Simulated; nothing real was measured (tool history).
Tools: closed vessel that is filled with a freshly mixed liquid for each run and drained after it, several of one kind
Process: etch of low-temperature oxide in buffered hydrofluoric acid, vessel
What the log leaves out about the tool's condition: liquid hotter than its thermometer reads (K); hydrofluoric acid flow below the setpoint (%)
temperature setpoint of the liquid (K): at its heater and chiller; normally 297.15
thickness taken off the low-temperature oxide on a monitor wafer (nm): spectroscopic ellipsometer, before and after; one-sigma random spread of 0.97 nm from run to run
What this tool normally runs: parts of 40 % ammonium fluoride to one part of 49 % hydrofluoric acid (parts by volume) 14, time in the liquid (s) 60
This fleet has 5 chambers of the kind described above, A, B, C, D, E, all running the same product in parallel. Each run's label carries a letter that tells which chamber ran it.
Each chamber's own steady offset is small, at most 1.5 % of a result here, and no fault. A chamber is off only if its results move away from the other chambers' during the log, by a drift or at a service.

run,hour,temperature setpoint of the liquid (K),parts of 40 % ammonium fluoride to one part of 49 % hydrofluoric acid (parts by volume),time in the liquid (s),hours since the thermometer was replaced,hours since the hydrofluoric acid flow meter was replaced,"read-back film thickness of the low-temperature oxide reference wafer, read on the same gauge (nm)",thickness taken off the low-temperature oxide on a monitor wafer (nm)
1A,8.4,297.15,14,60,1324.7,178.5,120,201.53
2B,16.5,297.15,14,60,223.5,23.2,119.99,199.08
3D,25.6,297.15,14,60,597.4,862,119.97,199.44
4C,33.2,297.15,14,60,500.2,1969.7,119.99,199.02
5E,39,297.15,14,60,976.1,1226.9,120,202.46
6E,44.6,297.15,14,60,981.7,1232.5,120.02,201.91
7D,49.2,297.15,14,60,621,885.6,120.01,199.39
8A,55.9,297.15,14,60,1372.2,226,119.98,201.29
9B,65.1,299.15,11.5,60,272.1,71.8,120.03,269.67
10C,71.2,299.15,11.5,60,538.2,2007.7,119.98,271.06
11C,76.2,299.15,11.5,60,543.2,2012.7,120.02,270.89
12E,84.1,299.15,11.5,60,1021.2,1272,119.98,272.82
13B,90.5,299.15,11.5,60,297.5,97.2,119.98,267.92
14A,96.2,297.15,14,60,1412.5,266.3,119.99,201.95
15D,105.6,297.15,14,60,677.4,942,119.97,200.81
16A,114.2,297.15,14,60,1430.5,284.3,120,201.48
17C,121.6,297.15,14,60,588.6,2058.1,119.98,199.08
18E,127.5,297.15,14,60,1064.6,1315.4,120.02,202.26
19B,136.2,297.15,14,60,343.2,142.9,119.98,199.66
20D,142.9,297.15,14,60,714.7,979.3,119.96,199.31
21C,150.7,301.65,14,60,617.7,2087.2,120,255.1
22E,158,301.65,14,60,1095.1,1345.9,120.02,258.25
23D,163.4,301.65,14,60,735.2,999.8,120.01,252.69
24B,170.9,301.65,14,60,377.9,177.6,120,253.37
25A,179.5,301.65,14,60,1495.8,349.6,120.02,257.21
26C,185.2,297.15,14,60,652.2,2121.7,119.98,200.05
27A,191,297.15,14,60,1507.3,361.1,119.99,202.62
28E,199.6,297.15,14,60,1136.7,1387.5,119.99,201.8
29B,208.3,297.15,14,60,415.3,215,120.04,199.54
30D,217.3,297.15,14,60,789.1,1053.7,120.01,198.44
31B,224.4,297.15,14,60,431.4,231.1,120.02,199.74
32C,230.4,297.15,14,60,697.4,2166.9,120.06,199.3
33D,236.2,297.15,14,60,808,1072.6,119.98,199.69
34E,241.3,297.15,14,60,1178.4,1429.2,119.94,201.53
35A,249,297.15,14,60,1565.3,419.1,119.97,200.78

Read the log: is a single chamber off, either drifting away or since a service, is the gauge that measures every chamber drifting, or is nothing wrong beyond small per-chamber offsets? Name any odd chamber and what most likely caused it.

Neither any chamber nor the gauge drifts; the chambers differ only by their own small, steady offsets.

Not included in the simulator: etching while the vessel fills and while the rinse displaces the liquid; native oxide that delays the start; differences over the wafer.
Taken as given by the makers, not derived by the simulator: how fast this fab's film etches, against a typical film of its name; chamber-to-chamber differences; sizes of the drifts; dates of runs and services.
